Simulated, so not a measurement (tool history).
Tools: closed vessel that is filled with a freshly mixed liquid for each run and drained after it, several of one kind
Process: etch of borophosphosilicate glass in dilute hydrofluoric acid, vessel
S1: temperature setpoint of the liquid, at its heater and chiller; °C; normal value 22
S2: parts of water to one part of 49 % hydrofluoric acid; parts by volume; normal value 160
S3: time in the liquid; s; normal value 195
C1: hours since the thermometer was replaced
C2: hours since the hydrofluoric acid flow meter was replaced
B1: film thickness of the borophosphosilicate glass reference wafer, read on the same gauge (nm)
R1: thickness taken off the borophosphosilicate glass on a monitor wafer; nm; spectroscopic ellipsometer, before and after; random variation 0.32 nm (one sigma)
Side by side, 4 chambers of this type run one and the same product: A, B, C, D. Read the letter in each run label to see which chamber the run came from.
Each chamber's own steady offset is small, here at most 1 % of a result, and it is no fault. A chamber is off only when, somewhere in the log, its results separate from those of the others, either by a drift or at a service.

run,hour,S1,S2,S3,C1,C2,B1,R1
1B,2.8,22,160,195,486.3,935.9,110,46.311
2A,7.7,22,160,195,768.1,1900.1,110.01,46.312
3D,10.7,22,160,195,315.5,43.8,109.96,46.485
4C,15,22,160,195,408.6,1491.8,110,45.786
5A,20.1,22,160,195,780.5,1912.5,109.97,47.107
6B,24.9,22,160,195,508.4,958,109.98,45.759
7C,29.5,20,215,195,423.1,1506.3,110,30.129
8D,33.2,20,215,195,338,66.3,109.99,30.339
9C,36,20,215,195,429.6,1512.8,109.99,29.935
10A,38.4,20,215,195,798.8,1930.8,109.99,30.617
11B,41,22,160,195,524.5,974.1,110.04,45.914
12D,45.8,22,160,195,350.6,78.9,109.98,45.972
13D,48.5,22,160,195,353.3,81.6,110.02,46.579
14C,52.7,22,200,195,446.3,1529.5,110.01,35.651
15B,55.3,22,200,195,538.8,988.4,109.98,35.309
16A,59,22,200,195,819.4,1951.4,110,35.915
17D,62.5,22,200,195,367.3,95.6,110,35.77
18B,67,22,160,195,550.5,1000.1,109.96,45.51
19C,72.3,22,160,195,465.9,1549.1,110.01,46.101
20A,77.2,22,160,195,837.6,1969.6,110.01,46.806
21B,81.5,22,160,195,565,1014.6,110,45.141
22C,84.5,22,160,195,478.1,1561.3,109.99,46.188
23A,89.5,22,160,195,849.9,1981.9,110.01,46.237
24D,92.8,22,160,195,397.6,125.9,110,46.61
25A,98,22,160,195,858.4,1990.4,110.01,46.872
26D,100.8,22,160,195,405.6,133.9,110,46.197
27C,103.2,22,160,195,496.8,1580,109.99,46.48
28B,105.5,22,160,195,589,1038.6,109.98,44.388
29B,110.3,22,160,195,593.8,1043.4,110,44.761
30D,113.4,22,160,195,418.2,146.5,109.99,46.698
31C,118,22,160,195,511.6,1594.8,110.03,45.885
32A,121.4,22,160,195,881.8,2013.8,109.98,47.177
33B,125,22,160,195,608.5,1058.1,110.02,43.716
34C,129.2,22,160,195,522.8,1606,110,46.383
35D,132.1,22,160,195,436.9,165.2,110.01,46.894
36A,135.3,22,160,195,895.7,2027.7,109.94,46.967
37B,139.9,22,160,195,623.4,1073,110,43.506
38D,143.4,22,160,195,448.2,176.5,109.98,46.829
39A,148.1,22,160,195,908.5,2040.5,109.99,47.073
40C,151.5,22,160,195,545.1,1628.3,110.01,46.376
41C,156.3,22,160,195,549.9,1633.1,110.01,46.023
42B,158.9,22,160,195,642.4,1092,110.01,43.54

One chamber off, gauge drift, or nothing amiss beyond the chambers' own small offsets? If it is a chamber, which one, and what is the likeliest cause?

One chamber, B, drifts off from the rest bit by bit.
Most likely cause: hydrofluoric acid flow below the setpoint (%) = 6.45.
The log may not separate it from: liquid colder than its thermometer reads (K).

Below are 4 candidate recipes for chamber B's next run, each the usual settings with a change, their results shown as question marks. Which of them brings B's results back in line with what the other chambers give on the usual settings?
In-line tolerance around the mean of the other chambers on the usual settings: R1 1.1 nm
43B-1,162.7,22,160,180,,,,?
43B-2,162.7,22,170,185,,,,?
43B-3,162.7,22,150,205,,,,?
43B-4,162.7,22,160,210,,,,?

On the usual settings, the other chambers give on average: R1 46.476 nm
run,R1
43B-1,39.821
43B-2,38.127
43B-3,48.874
43B-4,46.458
Change 43B-4 lands the chamber within the allowed miss of the other chambers.

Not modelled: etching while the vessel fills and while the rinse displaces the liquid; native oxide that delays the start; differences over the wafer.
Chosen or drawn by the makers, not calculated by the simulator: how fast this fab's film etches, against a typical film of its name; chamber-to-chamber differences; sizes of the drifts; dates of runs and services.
